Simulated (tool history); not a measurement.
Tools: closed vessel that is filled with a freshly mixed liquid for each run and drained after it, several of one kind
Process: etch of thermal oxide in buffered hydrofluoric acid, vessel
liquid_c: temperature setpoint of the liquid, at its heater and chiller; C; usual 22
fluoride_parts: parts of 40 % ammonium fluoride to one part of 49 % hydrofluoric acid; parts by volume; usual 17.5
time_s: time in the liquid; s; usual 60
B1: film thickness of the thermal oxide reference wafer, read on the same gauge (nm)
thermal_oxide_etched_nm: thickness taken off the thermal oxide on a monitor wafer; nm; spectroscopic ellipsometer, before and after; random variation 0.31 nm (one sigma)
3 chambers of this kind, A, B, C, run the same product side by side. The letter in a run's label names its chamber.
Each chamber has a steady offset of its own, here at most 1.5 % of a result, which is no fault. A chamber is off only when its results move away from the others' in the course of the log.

run 1A hour=9.7 | liquid_c=22 fluoride_parts=17.5 time_s=60 | B1=50.021 | thermal_oxide_etched_nm=36.484
run 2B hour=18.7 | liquid_c=22 fluoride_parts=17.5 time_s=60 | B1=49.993 | thermal_oxide_etched_nm=37.132
run 3C hour=26.9 | liquid_c=22 fluoride_parts=17.5 time_s=60 | B1=50.002 | thermal_oxide_etched_nm=37.24
run 4B hour=32.9 | liquid_c=22 fluoride_parts=17.5 time_s=60 | B1=50.002 | thermal_oxide_etched_nm=36.989
run 5A hour=43.6 | liquid_c=22 fluoride_parts=17.5 time_s=60 | B1=49.987 | thermal_oxide_etched_nm=37.228
run 6C hour=51.5 | liquid_c=22 fluoride_parts=17.5 time_s=60 | B1=49.997 | thermal_oxide_etched_nm=37.548
run 7B hour=59.2 | liquid_c=22 fluoride_parts=17.5 time_s=60 | B1=50.002 | thermal_oxide_etched_nm=36.826
run 8A hour=66.4 | liquid_c=22 fluoride_parts=17.5 time_s=60 | B1=49.995 | thermal_oxide_etched_nm=37.382
run 9C hour=75.1 | liquid_c=22 fluoride_parts=20 time_s=75 | B1=50.01 | thermal_oxide_etched_nm=40.902
run 10C hour=81.2 | liquid_c=22 fluoride_parts=20 time_s=75 | B1=49.994 | thermal_oxide_etched_nm=40.803
run 11A hour=90.8 | liquid_c=22 fluoride_parts=20 time_s=75 | B1=50.016 | thermal_oxide_etched_nm=41.876
-- hour=93.9 chamber A: hydrofluoric acid flow meter replaced
run 12B hour=101.4 | liquid_c=22 fluoride_parts=17.5 time_s=60 | B1=50.006 | thermal_oxide_etched_nm=37.051
run 13B hour=109 | liquid_c=22 fluoride_parts=17.5 time_s=60 | B1=50.03 | thermal_oxide_etched_nm=37.196
run 14C hour=119.9 | liquid_c=22 fluoride_parts=17.5 time_s=60 | B1=50.029 | thermal_oxide_etched_nm=37.845
-- hour=127.6 chamber C: thermometer replaced
run 15A hour=131.8 | liquid_c=22 fluoride_parts=17.5 time_s=60 | B1=50.006 | thermal_oxide_etched_nm=37.868
run 16C hour=142.7 | liquid_c=22 fluoride_parts=17.5 time_s=60 | B1=50.001 | thermal_oxide_etched_nm=37.126
run 17B hour=151.7 | liquid_c=22 fluoride_parts=17.5 time_s=60 | B1=49.988 | thermal_oxide_etched_nm=37.149
run 18A hour=159 | liquid_c=22 fluoride_parts=17.5 time_s=60 | B1=49.997 | thermal_oxide_etched_nm=38.946
run 19C hour=165.3 | liquid_c=22 fluoride_parts=17.5 time_s=60 | B1=49.993 | thermal_oxide_etched_nm=37.132
run 20B hour=172.5 | liquid_c=22 fluoride_parts=17.5 time_s=95 | B1=49.996 | thermal_oxide_etched_nm=57.541
run 21A hour=183.4 | liquid_c=22 fluoride_parts=17.5 time_s=95 | B1=49.976 | thermal_oxide_etched_nm=61.688
run 22A hour=189.7 | liquid_c=22 fluoride_parts=17.5 time_s=95 | B1=50.008 | thermal_oxide_etched_nm=62.079
run 23B hour=197.8 | liquid_c=26 fluoride_parts=17.5 time_s=80 | B1=50.012 | thermal_oxide_etched_nm=60.284
run 24C hour=208.8 | liquid_c=26 fluoride_parts=17.5 time_s=80 | B1=50.001 | thermal_oxide_etched_nm=61.449
run 25A hour=219.6 | liquid_c=26 fluoride_parts=17.5 time_s=80 | B1=49.999 | thermal_oxide_etched_nm=66.111
run 26B hour=231.1 | liquid_c=22 fluoride_parts=17.5 time_s=60 | B1=49.995 | thermal_oxide_etched_nm=37.095
run 27C hour=239.6 | liquid_c=22 fluoride_parts=17.5 time_s=60 | B1=50 | thermal_oxide_etched_nm=37.443
run 28C hour=247.8 | liquid_c=22 fluoride_parts=12.5 time_s=75 | B1=49.977 | thermal_oxide_etched_nm=64.227
run 29B hour=256.2 | liquid_c=22 fluoride_parts=12.5 time_s=75 | B1=50.017 | thermal_oxide_etched_nm=63.881
run 30A hour=263.8 | liquid_c=22 fluoride_parts=12.5 time_s=75 | B1=50.005 | thermal_oxide_etched_nm=71.684

Next, every chamber runs the same settings. What will each give?
run 31A hour=273.1 | liquid_c=22 fluoride_parts=17.5 time_s=85 | thermal_oxide_etched_nm=?
run 31B hour=273.1 | liquid_c=22 fluoride_parts=17.5 time_s=85 | thermal_oxide_etched_nm=?
run 31C hour=273.1 | liquid_c=22 fluoride_parts=17.5 time_s=85 | thermal_oxide_etched_nm=?

run=31A thermal_oxide_etched_nm=57.557
run=31B thermal_oxide_etched_nm=52.777
run=31C thermal_oxide_etched_nm=52.11

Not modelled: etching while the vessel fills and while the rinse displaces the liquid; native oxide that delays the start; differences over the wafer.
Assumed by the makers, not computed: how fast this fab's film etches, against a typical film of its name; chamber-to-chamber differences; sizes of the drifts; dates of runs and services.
